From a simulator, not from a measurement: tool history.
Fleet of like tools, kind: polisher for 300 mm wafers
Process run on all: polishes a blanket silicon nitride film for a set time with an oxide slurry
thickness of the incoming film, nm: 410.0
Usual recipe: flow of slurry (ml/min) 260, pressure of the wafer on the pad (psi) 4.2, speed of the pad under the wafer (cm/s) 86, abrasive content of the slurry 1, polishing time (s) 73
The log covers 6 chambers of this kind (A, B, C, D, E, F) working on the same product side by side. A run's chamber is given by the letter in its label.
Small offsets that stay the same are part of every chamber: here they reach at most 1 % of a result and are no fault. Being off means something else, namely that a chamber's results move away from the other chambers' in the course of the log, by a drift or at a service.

| run | hour | flow of slurry (ml/min) | pressure of the wafer on the pad (psi) | speed of the pad under the wafer (cm/s) | abrasive content of the slurry | polishing time (s) | wafers polished on this pad | hours since the slurry nozzle was cleaned | hours since the head pressure was calibrated | hours since the slurry blender was calibrated | hours since the conditioning disc was replaced | film removed (nm) |
|---|---|---|---|---|---|---|---|---|---|---|---|---|
| 1C | 4.7 | 260 | 4.2 | 86 | 1 | 73 | 170 | 672.2 | 159.3 | 185.1 | 94.6 | 56.469 |
|  | 6.2 | chamber D: worn pad replaced by a new one |
| 2F | 7.9 | 260 | 4.2 | 86 | 1 | 73 | 788 | 38.7 | 1126.9 | 201.2 | 159.8 | 55.176 |
|  | 10.4 | chamber F: worn pad replaced by a new one |
| 3A | 11.6 | 260 | 4.2 | 86 | 1 | 73 | 431 | 292.3 | 213.4 | 191.1 | 44.9 | 55.406 |
| 4E | 17.1 | 260 | 4.2 | 86 | 1 | 73 | 723 | 517.3 | 152.3 | 94.8 | 287.4 | 55.766 |
|  | 18.1 | chamber B: worn pad replaced by a new one |
| 5D | 21.4 | 260 | 4.2 | 86 | 1 | 73 | 219 | 239.8 | 68.7 | 30.3 | 62.5 | 56.677 |
| 6B | 24.6 | 260 | 4.2 | 86 | 1 | 73 | 93 | 229 | 55 | 46.2 | 233.3 | 56.408 |
| 7E | 28 | 260 | 4.2 | 86 | 1 | 73 | 881 | 528.2 | 163.2 | 105.7 | 298.3 | 56.003 |
| 8C | 34.5 | 260 | 4.2 | 86 | 1 | 73 | 600 | 702 | 189.1 | 214.9 | 124.4 | 55.607 |
|  | 34.9 | chamber C: worn pad replaced by a new one |
| 9B | 38.2 | 260 | 5.5 | 86 | 1 | 73 | 289 | 242.6 | 68.6 | 59.8 | 246.9 | 72.897 |
|  | 39.9 | chamber E: worn pad replaced by a new one |
|  | 40.6 | chamber A: worn pad replaced by a new one |
| 10D | 43.6 | 260 | 5.5 | 86 | 1 | 73 | 539 | 262 | 90.9 | 52.5 | 84.7 | 73.919 |
| 11A | 48.2 | 260 | 5.5 | 86 | 1 | 73 | 110 | 328.9 | 250 | 227.7 | 81.5 | 72.923 |
|  | 51.9 | chamber B: slurry nozzle cleaned |
| 12F | 54.2 | 260 | 5.5 | 86 | 1 | 73 | 631 | 85 | 1173.2 | 247.5 | 206.1 | 72.729 |
| 13D | 59.2 | 260 | 5.5 | 86 | 1 | 73 | 764 | 277.6 | 106.5 | 68.1 | 100.3 | 73.435 |
|  | 63.4 | chamber F: slurry blender recalibrated |
| 14B | 64.5 | 260 | 5.5 | 86 | 1 | 73 | 669 | 12.7 | 94.9 | 86.1 | 273.2 | 72.526 |
|  | 67.2 | chamber C: worn pad replaced by a new one |
|  | 68.5 | chamber D: worn pad replaced by a new one |
| 15A | 70.2 | 260 | 4.2 | 86 | 1 | 73 | 427 | 350.9 | 272 | 249.7 | 103.5 | 55.509 |
|  | 74 | chamber F: worn pad replaced by a new one |
| 16F | 75.8 | 260 | 4.8 | 86 | 1 | 73 | 26 | 106.6 | 1194.8 | 12.4 | 227.7 | 63.174 |
|  | 75.9 | chamber D: slurry nozzle cleaned |
|  | 78.8 | chamber E: slurry nozzle cleaned |
| 17E | 80.9 | 260 | 4.8 | 86 | 1 | 73 | 591 | 2.1 | 216.1 | 158.6 | 351.2 | 63.641 |
| 18C | 87.4 | 260 | 4.8 | 86 | 1 | 73 | 291 | 754.9 | 242 | 267.8 | 177.3 | 63.519 |
| 19F | 90.4 | 260 | 4.8 | 86 | 1 | 73 | 236 | 121.2 | 1209.4 | 27 | 242.3 | 63.563 |
| 20C | 94 | 260 | 4.8 | 86 | 1 | 73 | 386 | 761.5 | 248.6 | 274.4 | 183.9 | 64.002 |
|  | 96.4 | chamber B: worn pad replaced by a new one |
|  | 99.5 | chamber C: worn pad replaced by a new one |
| 21D | 100.3 | 260 | 4.8 | 86 | 1 | 73 | 459 | 24.5 | 147.6 | 109.2 | 141.4 | 63.664 |
|  | 100.6 | chamber A: worn pad replaced by a new one |
|  | 106.1 | chamber B: slurry blender recalibrated |
| 22A | 106.7 | 260 | 4.2 | 86 | 1 | 73 | 88 | 387.4 | 308.5 | 286.2 | 140 | 56.306 |
| 23E | 112.3 | 260 | 4.2 | 86 | 1 | 73 | 1044 | 33.5 | 247.5 | 190 | 382.6 | 55.429 |
|  | 113.7 | chamber E: worn pad replaced by a new one |
| 24B | 116.1 | 260 | 4.2 | 86 | 1 | 73 | 284 | 64.3 | 146.5 | 10 | 324.8 | 56.25 |
|  | 117.7 | chamber D: slurry blender recalibrated |
| 25E | 120.4 | 260 | 4.2 | 86 | 1 | 73 | 97 | 41.6 | 255.6 | 198.1 | 390.7 | 55.75 |
|  | 124.5 | chamber F: worn pad replaced by a new one |
| 26D | 125.2 | 260 | 4.2 | 64 | 1 | 57 | 818 | 49.4 | 172.5 | 7.6 | 166.3 | 34.556 |
| 27A | 129.7 | 260 | 4.2 | 64 | 1 | 57 | 420 | 410.4 | 331.5 | 309.2 | 163 | 34.669 |
|  | 129.8 | chamber D: worn pad replaced by a new one |
|  | 132.7 | chamber E: conditioning disc replaced and pad reconditioned |
|  | 133.5 | chamber C: worn pad replaced by a new one |
| 28F | 135.4 | 260 | 4.2 | 64 | 1 | 57 | 158 | 166.2 | 1254.4 | 72 | 287.3 | 34.324 |
| 29B | 139.9 | 260 | 4.2 | 64 | 1 | 57 | 627 | 88.1 | 170.3 | 33.8 | 348.6 | 34.661 |
| 30C | 143.4 | 260 | 4.2 | 64 | 1 | 57 | 143 | 810.9 | 298 | 323.8 | 233.3 | 34.457 |
| 31C | 149 | 260 | 4.2 | 64 | 1 | 57 | 224 | 816.5 | 303.6 | 329.4 | 238.9 | 34.348 |
| 32D | 151.9 | 260 | 4.2 | 86 | 1 | 73 | 319 | 76.1 | 199.2 | 34.3 | 193 | 56.15 |
|  | 154.8 | chamber B: conditioning disc replaced and pad reconditioned |
| 33B | 156.9 | 260 | 4.2 | 86 | 1 | 73 | 872 | 105.1 | 187.3 | 50.8 | 2.2 | 55.231 |
| 34E | 160.7 | 260 | 4.2 | 86 | 1 | 73 | 678 | 81.9 | 295.9 | 238.4 | 28 | 56.101 |
|  | 161.2 | chamber F: head pressure recalibrated |
|  | 161.3 | chamber A: worn pad replaced by a new one |
| 35A | 166.8 | 260 | 4.2 | 86 | 1 | 73 | 79 | 447.5 | 368.6 | 346.3 | 200.1 | 55.43 |
| 36F | 170.2 | 260 | 4.2 | 86 | 1 | 73 | 660 | 201 | 9.1 | 106.8 | 322.1 | 55.472 |
| 37D | 174.4 | 260 | 4.2 | 86 | 1 | 73 | 643 | 98.6 | 221.7 | 56.8 | 215.5 | 56.138 |

Next, all 6 chambers run the settings below, one line each with question marks for the results. What does each chamber give?
| 38A | 179.1 | 260 | 4.2 | 86 | 1 | 61 |  |  |  |  |  | ? |
| 38B | 179.1 | 260 | 4.2 | 86 | 1 | 61 |  |  |  |  |  | ? |
| 38C | 179.1 | 260 | 4.2 | 86 | 1 | 61 |  |  |  |  |  | ? |
| 38D | 179.1 | 260 | 4.2 | 86 | 1 | 61 |  |  |  |  |  | ? |
| 38E | 179.1 | 260 | 4.2 | 86 | 1 | 61 |  |  |  |  |  | ? |
| 38F | 179.1 | 260 | 4.2 | 86 | 1 | 61 |  |  |  |  |  | ? |

| run | film removed (nm) |
|---|---|
| 38A | 46.604 |
| 38B | 46.605 |
| 38C | 46.554 |
| 38D | 46.85 |
| 38E | 46.672 |
| 38F | 46.477 |

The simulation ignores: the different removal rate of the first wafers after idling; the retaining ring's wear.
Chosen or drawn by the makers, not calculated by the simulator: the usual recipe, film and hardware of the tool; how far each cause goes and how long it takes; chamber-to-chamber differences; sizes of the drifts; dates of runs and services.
